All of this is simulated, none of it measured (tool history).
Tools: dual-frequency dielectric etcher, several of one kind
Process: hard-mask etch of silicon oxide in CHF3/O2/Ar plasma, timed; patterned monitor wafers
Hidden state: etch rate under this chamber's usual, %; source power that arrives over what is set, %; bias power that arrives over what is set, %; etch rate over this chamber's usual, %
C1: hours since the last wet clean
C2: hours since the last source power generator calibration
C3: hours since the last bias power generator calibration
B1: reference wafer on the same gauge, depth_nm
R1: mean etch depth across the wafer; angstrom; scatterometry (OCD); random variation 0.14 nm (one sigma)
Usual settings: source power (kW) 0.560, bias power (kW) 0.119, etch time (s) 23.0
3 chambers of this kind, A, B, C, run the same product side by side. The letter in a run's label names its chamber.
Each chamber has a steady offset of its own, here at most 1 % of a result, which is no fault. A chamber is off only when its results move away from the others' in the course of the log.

{"hour": 6.6, "done": "chamber C: wet clean of the chamber"}
{"run": "1A", "hour": 6.9, "source power (kW)": 0.56, "bias power (kW)": 0.119, "etch time (s)": 23.0, "C1": 132.0, "C2": 1359.0, "C3": 41.5, "B1": 39.11, "R1": 388.64}
{"run": "2C", "hour": 15.0, "source power (kW)": 0.56, "bias power (kW)": 0.119, "etch time (s)": 23.0, "C1": 8.4, "C2": 425.5, "C3": 778.9, "B1": 39.155, "R1": 385.63}
{"run": "3B", "hour": 24.1, "source power (kW)": 0.56, "bias power (kW)": 0.119, "etch time (s)": 23.0, "C1": 411.8, "C2": 2109.8, "C3": 3185.4, "B1": 39.121, "R1": 390.56}
{"run": "4C", "hour": 30.7, "source power (kW)": 0.56, "bias power (kW)": 0.119, "etch time (s)": 23.0, "C1": 24.1, "C2": 441.2, "C3": 794.6, "B1": 39.07, "R1": 388.79}
{"run": "5B", "hour": 37.3, "source power (kW)": 0.56, "bias power (kW)": 0.119, "etch time (s)": 23.0, "C1": 425.0, "C2": 2123.0, "C3": 3198.6, "B1": 39.105, "R1": 392.18}
{"run": "6A", "hour": 42.0, "source power (kW)": 0.56, "bias power (kW)": 0.119, "etch time (s)": 23.0, "C1": 167.1, "C2": 1394.1, "C3": 76.6, "B1": 39.077, "R1": 392.23}
{"run": "7B", "hour": 49.4, "source power (kW)": 0.56, "bias power (kW)": 0.119, "etch time (s)": 23.0, "C1": 437.1, "C2": 2135.1, "C3": 3210.7, "B1": 39.08, "R1": 391.54}
{"run": "8C", "hour": 54.6, "source power (kW)": 0.56, "bias power (kW)": 0.119, "etch time (s)": 23.0, "C1": 48.0, "C2": 465.1, "C3": 818.5, "B1": 39.139, "R1": 385.85}
{"run": "9A", "hour": 58.8, "source power (kW)": 0.56, "bias power (kW)": 0.119, "etch time (s)": 23.0, "C1": 183.9, "C2": 1410.9, "C3": 93.4, "B1": 39.076, "R1": 390.07}
{"run": "10C", "hour": 66.5, "source power (kW)": 0.56, "bias power (kW)": 0.119, "etch time (s)": 23.0, "C1": 59.9, "C2": 477.0, "C3": 830.4, "B1": 39.09, "R1": 387.18}
{"run": "11A", "hour": 71.2, "source power (kW)": 0.56, "bias power (kW)": 0.119, "etch time (s)": 23.0, "C1": 196.3, "C2": 1423.3, "C3": 105.8, "B1": 39.12, "R1": 390.36}
{"run": "12B", "hour": 77.7, "source power (kW)": 0.56, "bias power (kW)": 0.119, "etch time (s)": 23.0, "C1": 465.4, "C2": 2163.4, "C3": 3239.0, "B1": 39.081, "R1": 393.26}
{"run": "13A", "hour": 86.5, "source power (kW)": 0.56, "bias power (kW)": 0.119, "etch time (s)": 23.0, "C1": 211.6, "C2": 1438.6, "C3": 121.1, "B1": 39.088, "R1": 388.9}
{"run": "14C", "hour": 95.3, "source power (kW)": 0.56, "bias power (kW)": 0.119, "etch time (s)": 23.0, "C1": 88.7, "C2": 505.8, "C3": 859.2, "B1": 39.115, "R1": 384.77}
{"run": "15B", "hour": 102.7, "source power (kW)": 0.56, "bias power (kW)": 0.119, "etch time (s)": 23.0, "C1": 490.4, "C2": 2188.4, "C3": 3264.0, "B1": 39.068, "R1": 390.82}
{"run": "16C", "hour": 111.8, "source power (kW)": 0.56, "bias power (kW)": 0.119, "etch time (s)": 23.0, "C1": 105.2, "C2": 522.3, "C3": 875.7, "B1": 39.082, "R1": 385.72}
{"run": "17B", "hour": 118.8, "source power (kW)": 0.56, "bias power (kW)": 0.119, "etch time (s)": 23.0, "C1": 506.5, "C2": 2204.5, "C3": 3280.1, "B1": 39.135, "R1": 392.15}
{"run": "18A", "hour": 125.1, "source power (kW)": 0.56, "bias power (kW)": 0.119, "etch time (s)": 23.0, "C1": 250.2, "C2": 1477.2, "C3": 159.7, "B1": 39.087, "R1": 388.63}
{"run": "19C", "hour": 133.9, "source power (kW)": 0.56, "bias power (kW)": 0.119, "etch time (s)": 23.0, "C1": 127.3, "C2": 544.4, "C3": 897.8, "B1": 39.109, "R1": 388.38}
{"run": "20A", "hour": 143.1, "source power (kW)": 0.56, "bias power (kW)": 0.119, "etch time (s)": 23.0, "C1": 268.2, "C2": 1495.2, "C3": 177.7, "B1": 39.089, "R1": 385.38}
{"run": "21B", "hour": 151.0, "source power (kW)": 0.56, "bias power (kW)": 0.119, "etch time (s)": 23.0, "C1": 538.7, "C2": 2236.7, "C3": 3312.3, "B1": 39.087, "R1": 390.74}
{"hour": 156.7, "done": "chamber B: wet clean of the chamber"}
{"run": "22A", "hour": 157.5, "source power (kW)": 0.56, "bias power (kW)": 0.119, "etch time (s)": 23.0, "C1": 282.6, "C2": 1509.6, "C3": 192.1, "B1": 39.094, "R1": 383.77}
{"run": "23B", "hour": 163.9, "source power (kW)": 0.56, "bias power (kW)": 0.119, "etch time (s)": 23.0, "C1": 7.3, "C2": 2249.6, "C3": 3325.2, "B1": 39.159, "R1": 392.48}
{"run": "24C", "hour": 170.4, "source power (kW)": 0.56, "bias power (kW)": 0.119, "etch time (s)": 23.0, "C1": 163.8, "C2": 580.9, "C3": 934.3, "B1": 39.09, "R1": 388.71}
{"run": "25C", "hour": 175.1, "source power (kW)": 0.69, "bias power (kW)": 0.091, "etch time (s)": 23.0, "C1": 168.5, "C2": 585.6, "C3": 939.0, "B1": 39.094, "R1": 386.43}
{"run": "26B", "hour": 179.5, "source power (kW)": 0.69, "bias power (kW)": 0.091, "etch time (s)": 23.0, "C1": 22.9, "C2": 2265.2, "C3": 3340.8, "B1": 39.09, "R1": 392.46}
{"run": "27A", "hour": 184.6, "source power (kW)": 0.69, "bias power (kW)": 0.091, "etch time (s)": 23.0, "C1": 309.7, "C2": 1536.7, "C3": 219.2, "B1": 39.093, "R1": 384.66}
{"run": "28A", "hour": 191.0, "source power (kW)": 0.56, "bias power (kW)": 0.119, "etch time (s)": 23.0, "C1": 316.1, "C2": 1543.1, "C3": 225.6, "B1": 39.115, "R1": 383.11}
{"run": "29C", "hour": 198.9, "source power (kW)": 0.56, "bias power (kW)": 0.119, "etch time (s)": 18.0, "C1": 192.3, "C2": 609.4, "C3": 962.8, "B1": 39.073, "R1": 301.91}
{"run": "30B", "hour": 204.7, "source power (kW)": 0.56, "bias power (kW)": 0.119, "etch time (s)": 18.0, "C1": 48.1, "C2": 2290.4, "C3": 3366.0, "B1": 39.068, "R1": 306.0}
{"run": "31C", "hour": 213.9, "source power (kW)": 0.56, "bias power (kW)": 0.119, "etch time (s)": 18.0, "C1": 207.3, "C2": 624.4, "C3": 977.8, "B1": 39.11, "R1": 302.18}
{"run": "32A", "hour": 218.8, "source power (kW)": 0.56, "bias power (kW)": 0.119, "etch time (s)": 28.5, "C1": 343.9, "C2": 1570.9, "C3": 253.4, "B1": 39.088, "R1": 472.29}
{"run": "33B", "hour": 224.4, "source power (kW)": 0.56, "bias power (kW)": 0.119, "etch time (s)": 28.5, "C1": 67.8, "C2": 2310.1, "C3": 3385.7, "B1": 39.086, "R1": 485.81}

What goes on in this fleet: one chamber off, a drifting gauge, or nothing beyond the chambers' own small offsets? Name the chamber and the cause, if any.

Chamber A drifts away from the others.
Cause: etch rate under this chamber's usual, % = 2.41.
The log may not tell that from: source power that arrives under what is set, %.

Here are 4 candidates for chamber A's next run, each the usual settings with a change, their results left as question marks. Which one brings its results back in line with what the others give on the usual settings?
In line means no further than this from the other chambers' mean on the usual settings: R1 4.80 angstrom
{"run": "34A-1", "hour": 231.1, "source power (kW)": 0.56, "bias power (kW)": 0.111, "etch time (s)": 23.0, "R1": "?"}
{"run": "34A-2", "hour": 231.1, "source power (kW)": 0.56, "bias power (kW)": 0.102, "etch time (s)": 23.0, "R1": "?"}
{"run": "34A-3", "hour": 231.1, "source power (kW)": 0.56, "bias power (kW)": 0.119, "etch time (s)": 24.0, "R1": "?"}
{"run": "34A-4", "hour": 231.1, "source power (kW)": 0.56, "bias power (kW)": 0.127, "etch time (s)": 23.0, "R1": "?"}

The other chambers' mean on the usual settings: R1 388.85 angstrom
run=34A-1 R1=372.33
run=34A-2 R1=362.84
run=34A-3 R1=397.01
run=34A-4 R1=388.36
34A-4 brings the chamber back in line.

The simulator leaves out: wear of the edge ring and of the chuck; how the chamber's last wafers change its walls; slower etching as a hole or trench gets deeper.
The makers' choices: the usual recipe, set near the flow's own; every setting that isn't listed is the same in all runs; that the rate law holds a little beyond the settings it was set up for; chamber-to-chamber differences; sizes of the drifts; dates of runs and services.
